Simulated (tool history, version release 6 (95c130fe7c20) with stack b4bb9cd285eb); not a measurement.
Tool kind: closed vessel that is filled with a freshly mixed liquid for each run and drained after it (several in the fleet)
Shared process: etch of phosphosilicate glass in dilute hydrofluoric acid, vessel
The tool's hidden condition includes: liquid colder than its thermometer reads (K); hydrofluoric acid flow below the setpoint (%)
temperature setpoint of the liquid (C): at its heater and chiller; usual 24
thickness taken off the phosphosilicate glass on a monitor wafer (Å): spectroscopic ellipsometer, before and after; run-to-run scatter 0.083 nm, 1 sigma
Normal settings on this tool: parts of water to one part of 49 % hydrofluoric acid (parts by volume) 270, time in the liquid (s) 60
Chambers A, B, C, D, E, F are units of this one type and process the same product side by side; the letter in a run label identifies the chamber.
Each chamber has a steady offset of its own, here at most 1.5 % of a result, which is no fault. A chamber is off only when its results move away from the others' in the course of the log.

| run | hour | temperature setpoint of the liquid (C) | parts of water to one part of 49 % hydrofluoric acid (parts by volume) | time in the liquid (s) | hours since the thermometer was replaced | hours since the hydrofluoric acid flow meter was replaced | read-back film thickness of the phosphosilicate glass reference wafer, read on the same gauge (nm) | thickness taken off the phosphosilicate glass on a monitor wafer (Å) |
|---|---|---|---|---|---|---|---|---|
| 1B | 8 | 24 | 270 | 60 | 1061.1 | 1073.8 | 39.997 | 202.89 |
| 2D | 16.8 | 24 | 270 | 60 | 1182.4 | 327.7 | 40.025 | 204.49 |
| 3E | 27.7 | 24 | 270 | 60 | 42.4 | 1146.6 | 39.983 | 200.89 |
| 4A | 38.5 | 24 | 270 | 60 | 985.6 | 323.9 | 39.98 | 201.36 |
| 5C | 48.6 | 24 | 270 | 60 | 675.8 | 462.3 | 40.013 | 200.39 |
| 6F | 55.7 | 24 | 270 | 60 | 1036.1 | 363 | 39.999 | 200.89 |
| 7E | 70.1 | 24 | 270 | 60 | 84.8 | 1189 | 39.991 | 200.46 |
| 8C | 77.4 | 24 | 270 | 60 | 704.6 | 491.1 | 40.001 | 201.11 |
| 9F | 86.2 | 24 | 270 | 60 | 1066.6 | 393.5 | 40.005 | 201.56 |
| 10A | 97.8 | 22 | 270 | 60 | 1044.9 | 383.2 | 39.996 | 188.89 |
| 11B | 111.1 | 22 | 270 | 60 | 1164.2 | 1176.9 | 40.014 | 187.83 |
| 12D | 124.6 | 22 | 270 | 60 | 1290.2 | 435.5 | 39.972 | 190.33 |
| 13B | 139.9 | 22 | 270 | 60 | 1193 | 1205.7 | 40.015 | 189.07 |
| 14C | 147.3 | 22 | 270 | 60 | 774.5 | 561 | 40 | 186.59 |
| 15D | 157.1 | 22 | 270 | 60 | 1322.7 | 468 | 39.988 | 190.54 |
| 16E | 171.9 | 28.5 | 320 | 60 | 186.6 | 1290.8 | 39.999 | 188.7 |
|  | 180.5 | chamber E: hydrofluoric acid flow meter replaced |
| 17A | 184 | 28.5 | 320 | 60 | 1131.1 | 469.4 | 40.029 | 187.78 |
| 18F | 194.2 | 28.5 | 320 | 60 | 1174.6 | 501.5 | 40.012 | 187.95 |
| 19A | 203.5 | 28.5 | 320 | 60 | 1150.6 | 488.9 | 40.019 | 190.15 |
| 20B | 218.5 | 28.5 | 320 | 60 | 1271.6 | 1284.3 | 40.001 | 189.16 |
| 21C | 226.1 | 28.5 | 320 | 60 | 853.3 | 639.8 | 39.998 | 187.17 |
|  | 229.2 | chamber C: hydrofluoric acid flow meter replaced |
| 22F | 240.8 | 22 | 270 | 60 | 1221.2 | 548.1 | 40.01 | 188.51 |
| 23E | 252.1 | 22 | 270 | 60 | 266.8 | 71.7 | 39.995 | 187.97 |
| 24D | 266.8 | 22 | 270 | 60 | 1432.4 | 577.7 | 39.983 | 186.7 |
| 25D | 279 | 22 | 270 | 60 | 1444.6 | 589.9 | 40.007 | 186.93 |
| 26A | 288.3 | 22 | 270 | 60 | 1235.4 | 573.7 | 39.995 | 190.07 |
| 27B | 300.8 | 22 | 270 | 60 | 1353.9 | 1366.6 | 39.996 | 188.66 |
| 28C | 310.2 | 24 | 270 | 60 | 937.4 | 81 | 40.024 | 202.12 |
| 29F | 317.3 | 24 | 270 | 60 | 1297.7 | 624.6 | 39.989 | 201.22 |
| 30E | 330 | 24 | 270 | 60 | 344.7 | 149.6 | 39.993 | 200.8 |
| 31D | 343.1 | 24 | 270 | 60 | 1508.7 | 654 | 40.012 | 197.98 |
| 32A | 350.3 | 24 | 270 | 60 | 1297.4 | 635.7 | 39.958 | 202.11 |
| 33E | 357.4 | 24 | 270 | 60 | 372.1 | 177 | 40.013 | 199.26 |
| 34B | 367.5 | 24 | 270 | 60 | 1420.6 | 1433.3 | 39.978 | 202.08 |
| 35C | 377.4 | 24 | 270 | 60 | 1004.6 | 148.2 | 40.025 | 201.86 |
| 36F | 385.7 | 24 | 270 | 60 | 1366.1 | 693 | 40.006 | 201.31 |
| 37C | 392.6 | 24 | 270 | 60 | 1019.8 | 163.4 | 39.998 | 202.36 |
| 38A | 406.6 | 20 | 155 | 60 | 1353.7 | 692 | 40.005 | 340.07 |
| 39F | 417.5 | 20 | 155 | 60 | 1397.9 | 724.8 | 40.005 | 343.97 |
| 40B | 431.1 | 20 | 155 | 60 | 1484.2 | 1496.9 | 39.998 | 334.2 |
| 41E | 445 | 20 | 155 | 60 | 459.7 | 264.6 | 40.014 | 335.24 |

The same settings go to every chamber for the next run, one line per chamber below. Forecast the results for each:
| 42A | 456 | 24 | 270 | 60 |  |  |  | ? |
| 42B | 456 | 24 | 270 | 60 |  |  |  | ? |
| 42C | 456 | 24 | 270 | 60 |  |  |  | ? |
| 42D | 456 | 24 | 270 | 60 |  |  |  | ? |
| 42E | 456 | 24 | 270 | 60 |  |  |  | ? |
| 42F | 456 | 24 | 270 | 60 |  |  |  | ? |

| run | thickness taken off the phosphosilicate glass on a monitor wafer (Å) |
|---|---|
| 42A | 200.77 |
| 42B | 203.77 |
| 42C | 201.1 |
| 42D | 194.85 |
| 42E | 199.82 |
| 42F | 201.92 |
